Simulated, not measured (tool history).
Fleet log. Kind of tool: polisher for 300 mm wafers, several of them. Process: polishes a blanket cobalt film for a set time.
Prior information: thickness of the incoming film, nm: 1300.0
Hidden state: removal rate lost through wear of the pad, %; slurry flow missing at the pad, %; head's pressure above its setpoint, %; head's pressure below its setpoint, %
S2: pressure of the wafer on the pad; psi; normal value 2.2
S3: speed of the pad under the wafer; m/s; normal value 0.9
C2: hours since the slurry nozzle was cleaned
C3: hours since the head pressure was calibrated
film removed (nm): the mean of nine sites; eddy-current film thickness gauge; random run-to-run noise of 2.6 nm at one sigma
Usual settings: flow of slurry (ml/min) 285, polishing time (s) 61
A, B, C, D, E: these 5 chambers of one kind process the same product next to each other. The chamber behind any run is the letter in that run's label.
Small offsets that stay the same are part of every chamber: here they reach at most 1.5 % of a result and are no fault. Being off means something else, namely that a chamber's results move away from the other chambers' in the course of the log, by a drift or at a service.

-- day=0.138 chamber E: slurry nozzle cleaned
run 1A day=0.162 | flow_of_slurry_(ml/min)=285 S2=2.2 S3=0.9 polishing_time_(s)=61 | wafers_polished_on_this_pad=381 C2=627.3 C3=563.5 | film_removed_(nm)=308.47
run 2D day=0.358 | flow_of_slurry_(ml/min)=285 S2=2.2 S3=0.9 polishing_time_(s)=61 | wafers_polished_on_this_pad=241 C2=113.6 C3=677.5 | film_removed_(nm)=310.32
run 3E day=0.504 | flow_of_slurry_(ml/min)=285 S2=2.2 S3=0.9 polishing_time_(s)=61 | wafers_polished_on_this_pad=485 C2=8.8 C3=372.5 | film_removed_(nm)=303.92
run 4B day=0.638 | flow_of_slurry_(ml/min)=285 S2=2.2 S3=0.9 polishing_time_(s)=61 | wafers_polished_on_this_pad=1156 C2=60.8 C3=1157.7 | film_removed_(nm)=302.81
run 5C day=0.8 | flow_of_slurry_(ml/min)=285 S2=2.2 S3=0.9 polishing_time_(s)=61 | wafers_polished_on_this_pad=865 C2=346.4 C3=349.5 | film_removed_(nm)=306.43
run 6B day=0.929 | flow_of_slurry_(ml/min)=285 S2=2.2 S3=0.9 polishing_time_(s)=61 | wafers_polished_on_this_pad=1221 C2=67.8 C3=1164.7 | film_removed_(nm)=310.91
-- day=0.979 chamber B: worn pad replaced by a new one
-- day=0.983 chamber E: head pressure recalibrated
run 7C day=1.042 | flow_of_slurry_(ml/min)=285 S2=2.2 S3=0.9 polishing_time_(s)=61 | wafers_polished_on_this_pad=918 C2=352.2 C3=355.3 | film_removed_(nm)=308.6
-- day=1.158 chamber B: head pressure recalibrated
run 8A day=1.283 | flow_of_slurry_(ml/min)=285 S2=2.2 S3=0.9 polishing_time_(s)=61 | wafers_polished_on_this_pad=630 C2=654.2 C3=590.4 | film_removed_(nm)=302.58
run 9E day=1.512 | flow_of_slurry_(ml/min)=285 S2=2.2 S3=0.9 polishing_time_(s)=61 | wafers_polished_on_this_pad=709 C2=33 C3=12.8 | film_removed_(nm)=306.74
run 10D day=1.683 | flow_of_slurry_(ml/min)=285 S2=2.2 S3=0.9 polishing_time_(s)=61 | wafers_polished_on_this_pad=535 C2=145.4 C3=709.3 | film_removed_(nm)=303.37
run 11B day=1.796 | flow_of_slurry_(ml/min)=350 S2=2.8 S3=0.9 polishing_time_(s)=61 | wafers_polished_on_this_pad=181 C2=88.6 C3=15.3 | film_removed_(nm)=401.19
run 12E day=1.988 | flow_of_slurry_(ml/min)=350 S2=2.8 S3=0.9 polishing_time_(s)=61 | wafers_polished_on_this_pad=814 C2=44.4 C3=24.2 | film_removed_(nm)=390.21
run 13D day=2.146 | flow_of_slurry_(ml/min)=350 S2=2.8 S3=0.9 polishing_time_(s)=61 | wafers_polished_on_this_pad=637 C2=156.5 C3=720.4 | film_removed_(nm)=398.43
run 14A day=2.258 | flow_of_slurry_(ml/min)=350 S2=2.8 S3=0.9 polishing_time_(s)=61 | wafers_polished_on_this_pad=846 C2=677.6 C3=613.8 | film_removed_(nm)=400.44
-- day=2.354 chamber D: worn pad replaced by a new one
run 15C day=2.45 | flow_of_slurry_(ml/min)=350 S2=2.8 S3=0.9 polishing_time_(s)=61 | wafers_polished_on_this_pad=1230 C2=386 C3=389.1 | film_removed_(nm)=388.08
run 16C day=2.592 | flow_of_slurry_(ml/min)=285 S2=2.2 S3=0.9 polishing_time_(s)=61 | wafers_polished_on_this_pad=1262 C2=389.4 C3=392.5 | film_removed_(nm)=297.01
-- day=2.712 chamber E: worn pad replaced by a new one
run 17D day=2.842 | flow_of_slurry_(ml/min)=285 S2=2.2 S3=0.9 polishing_time_(s)=61 | wafers_polished_on_this_pad=108 C2=173.2 C3=737.1 | film_removed_(nm)=305.33
run 18A day=3.05 | flow_of_slurry_(ml/min)=285 S2=2.2 S3=0.9 polishing_time_(s)=61 | wafers_polished_on_this_pad=1021 C2=696.6 C3=632.8 | film_removed_(nm)=304.91
run 19E day=3.171 | flow_of_slurry_(ml/min)=285 S2=2.2 S3=0.9 polishing_time_(s)=61 | wafers_polished_on_this_pad=102 C2=72.8 C3=52.6 | film_removed_(nm)=305.58
run 20B day=3.279 | flow_of_slurry_(ml/min)=285 S2=2.2 S3=0.9 polishing_time_(s)=61 | wafers_polished_on_this_pad=510 C2=124.2 C3=50.9 | film_removed_(nm)=310.2
run 21C day=3.442 | flow_of_slurry_(ml/min)=285 S2=2.2 S3=0.9 polishing_time_(s)=61 | wafers_polished_on_this_pad=1450 C2=409.8 C3=412.9 | film_removed_(nm)=292.39
-- day=3.533 chamber A: slurry nozzle cleaned
run 22A day=3.575 | flow_of_slurry_(ml/min)=285 S2=2.8 S3=0.9 polishing_time_(s)=61 | wafers_polished_on_this_pad=1138 C2=1.1 C3=645.4 | film_removed_(nm)=388.46
run 23B day=3.692 | flow_of_slurry_(ml/min)=285 S2=2.8 S3=0.9 polishing_time_(s)=61 | wafers_polished_on_this_pad=602 C2=134.1 C3=60.8 | film_removed_(nm)=383.58
run 24E day=3.883 | flow_of_slurry_(ml/min)=285 S2=2.8 S3=0.9 polishing_time_(s)=61 | wafers_polished_on_this_pad=260 C2=89.9 C3=69.7 | film_removed_(nm)=384.04
run 25D day=4.008 | flow_of_slurry_(ml/min)=285 S2=2.8 S3=0.9 polishing_time_(s)=61 | wafers_polished_on_this_pad=367 C2=201.2 C3=765.1 | film_removed_(nm)=387.69
-- day=4.142 chamber A: worn pad replaced by a new one
run 26B day=4.204 | flow_of_slurry_(ml/min)=285 S2=2.8 S3=0.9 polishing_time_(s)=61 | wafers_polished_on_this_pad=715 C2=146.4 C3=73.1 | film_removed_(nm)=392.2
run 27C day=4.308 | flow_of_slurry_(ml/min)=285 S2=2.2 S3=0.9 polishing_time_(s)=61 | wafers_polished_on_this_pad=1642 C2=430.6 C3=433.7 | film_removed_(nm)=288.9
run 28E day=4.512 | flow_of_slurry_(ml/min)=285 S2=2.2 S3=0.9 polishing_time_(s)=61 | wafers_polished_on_this_pad=399 C2=105 C3=84.8 | film_removed_(nm)=304.88
run 29D day=4.667 | flow_of_slurry_(ml/min)=285 S2=2.2 S3=0.9 polishing_time_(s)=61 | wafers_polished_on_this_pad=513 C2=217 C3=780.9 | film_removed_(nm)=304.75
run 30A day=4.8 | flow_of_slurry_(ml/min)=285 S2=2.2 S3=0.9 polishing_time_(s)=61 | wafers_polished_on_this_pad=146 C2=30.5 C3=674.8 | film_removed_(nm)=305.94
run 31D day=4.992 | flow_of_slurry_(ml/min)=285 S2=2.2 S3=0.9 polishing_time_(s)=61 | wafers_polished_on_this_pad=585 C2=224.8 C3=788.7 | film_removed_(nm)=303.41
run 32E day=5.138 | flow_of_slurry_(ml/min)=285 S2=2.2 S3=0.9 polishing_time_(s)=61 | wafers_polished_on_this_pad=538 C2=120 C3=99.8 | film_removed_(nm)=303.2

Next, all 5 chambers run the settings below, one line each with question marks for the results. What does each chamber give?
run 33A day=5.312 | flow_of_slurry_(ml/min)=285 S2=2.2 S3=0.9 polishing_time_(s)=61 | film_removed_(nm)=?
run 33B day=5.312 | flow_of_slurry_(ml/min)=285 S2=2.2 S3=0.9 polishing_time_(s)=61 | film_removed_(nm)=?
run 33C day=5.312 | flow_of_slurry_(ml/min)=285 S2=2.2 S3=0.9 polishing_time_(s)=61 | film_removed_(nm)=?
run 33D day=5.312 | flow_of_slurry_(ml/min)=285 S2=2.2 S3=0.9 polishing_time_(s)=61 | film_removed_(nm)=?
run 33E day=5.312 | flow_of_slurry_(ml/min)=285 S2=2.2 S3=0.9 polishing_time_(s)=61 | film_removed_(nm)=?

run=33A film_removed_(nm)=310.61
run=33B film_removed_(nm)=304.35
run=33C film_removed_(nm)=283.7
run=33D film_removed_(nm)=305.51
run=33E film_removed_(nm)=302.38

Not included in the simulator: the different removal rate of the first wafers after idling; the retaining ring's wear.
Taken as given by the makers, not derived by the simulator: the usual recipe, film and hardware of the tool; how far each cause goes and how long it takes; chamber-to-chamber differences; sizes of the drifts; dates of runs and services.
